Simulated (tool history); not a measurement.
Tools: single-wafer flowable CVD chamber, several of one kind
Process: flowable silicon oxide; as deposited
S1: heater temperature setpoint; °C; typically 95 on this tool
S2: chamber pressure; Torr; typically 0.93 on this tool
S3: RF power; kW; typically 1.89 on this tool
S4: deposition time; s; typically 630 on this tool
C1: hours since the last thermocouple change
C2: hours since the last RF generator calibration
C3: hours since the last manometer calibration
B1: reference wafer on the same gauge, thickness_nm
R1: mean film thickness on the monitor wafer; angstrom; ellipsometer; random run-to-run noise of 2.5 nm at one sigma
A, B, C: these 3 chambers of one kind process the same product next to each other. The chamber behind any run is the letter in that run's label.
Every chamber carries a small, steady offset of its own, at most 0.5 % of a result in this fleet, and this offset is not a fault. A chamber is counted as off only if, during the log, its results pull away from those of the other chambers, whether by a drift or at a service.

run	hour	S1	S2	S3	S4	C1	C2	C3	B1	R1
1C	8.8	95	0.93	1.89	630	159.8	287.5	1008.4	645.14	5378.2
2B	23.5	95	0.93	1.89	630	1674	623.2	1963.8	645.02	5409.7
3A	30.5	95	0.93	1.89	630	610.5	806	731.1	644.86	5438.2
4A	38.6	95	0.93	1.89	630	618.6	814.1	739.2	645.63	5413.1
5B	51.9	95	0.93	1.89	630	1702.4	651.6	1992.2	645.04	5421.6
6C	61.2	95	0.93	1.89	630	212.2	339.9	1060.8	644.57	5395.4
7B	70.3	95	0.93	1.89	630	1720.8	670	2010.6	644.8	5454.8
8C	83.8	95	0.93	1.89	630	234.8	362.5	1083.4	644.81	5412.3
9A	96.8	95	0.93	1.89	689	676.8	872.3	797.4	644.02	5915.5
# hour 104.1: chamber A: RF generator calibrated
10B	105.6	95	0.93	1.89	689	1756.1	705.3	2045.9	645.2	5924
11A	119.9	95	0.93	1.89	689	699.9	15.9	820.5	644.69	5935
12C	132.9	95	0.93	1.89	630	283.9	411.6	1132.5	643.94	5410.6
13C	141.3	95	0.93	1.89	630	292.3	420	1140.9	645.04	5348.3
14B	149.7	95	1.021	1.565	630	1800.2	749.4	2090	645.12	5767.1
15A	157.2	95	1.021	1.565	630	737.2	53.2	857.8	644.71	5791.1
16A	169.7	95	1.021	1.565	630	749.7	65.7	870.3	644.38	5786.2
17B	176.9	95	0.93	1.89	630	1827.4	776.6	2117.2	645.46	5443.6
18C	190.8	95	0.93	1.89	630	341.8	469.5	1190.4	645.02	5308.9
19C	199.2	95	0.93	1.89	630	350.2	477.9	1198.8	645.4	5333.2
20B	208.6	95	0.93	1.89	630	1859.1	808.3	2148.9	645	5435.3
21A	215.4	95	0.93	1.89	630	795.4	111.4	916	644.24	5431.9
22A	224.3	95	0.93	1.89	630	804.3	120.3	924.9	645.09	5454.9
23C	232.7	95	0.93	1.89	630	383.7	511.4	1232.3	645.46	5282.7
24B	240.8	95	0.93	1.89	630	1891.3	840.5	2181.1	645	5424.9
25B	247.7	95	0.93	1.89	630	1898.2	847.4	2188	644.98	5417.5
26C	257.4	95	0.93	1.89	630	408.4	536.1	1257	645.22	5257.8
27A	267.8	95	0.93	1.89	630	847.8	163.8	968.4	644.15	5408.9
28A	280.4	95	0.93	1.89	630	860.4	176.4	981	645.14	5462.2
29C	288.2	95	0.93	1.89	630	439.2	566.9	1287.8	644.83	5269.3
30B	295.8	84	1.011	1.89	630	1946.3	895.5	2236.1	645.09	8499.1
31A	311	84	1.011	1.89	630	891	207	1011.6	645.12	8472.6
32B	323.1	84	1.011	1.89	630	1973.6	922.8	2263.4	644.89	8447.3
33C	337.5	95	0.93	1.89	630	488.5	616.2	1337.1	645.11	5231.4
34A	345.5	95	0.93	1.89	630	925.5	241.5	1046.1	645.42	5445.7

Next, all 3 chambers run the settings below, one line each with question marks for the results. What does each chamber give?
35A	356.4	95	0.93	1.89	630					?
35B	356.4	95	0.93	1.89	630					?
35C	356.4	95	0.93	1.89	630					?

run	R1
35A	5420
35B	5437.1
35C	5248.1
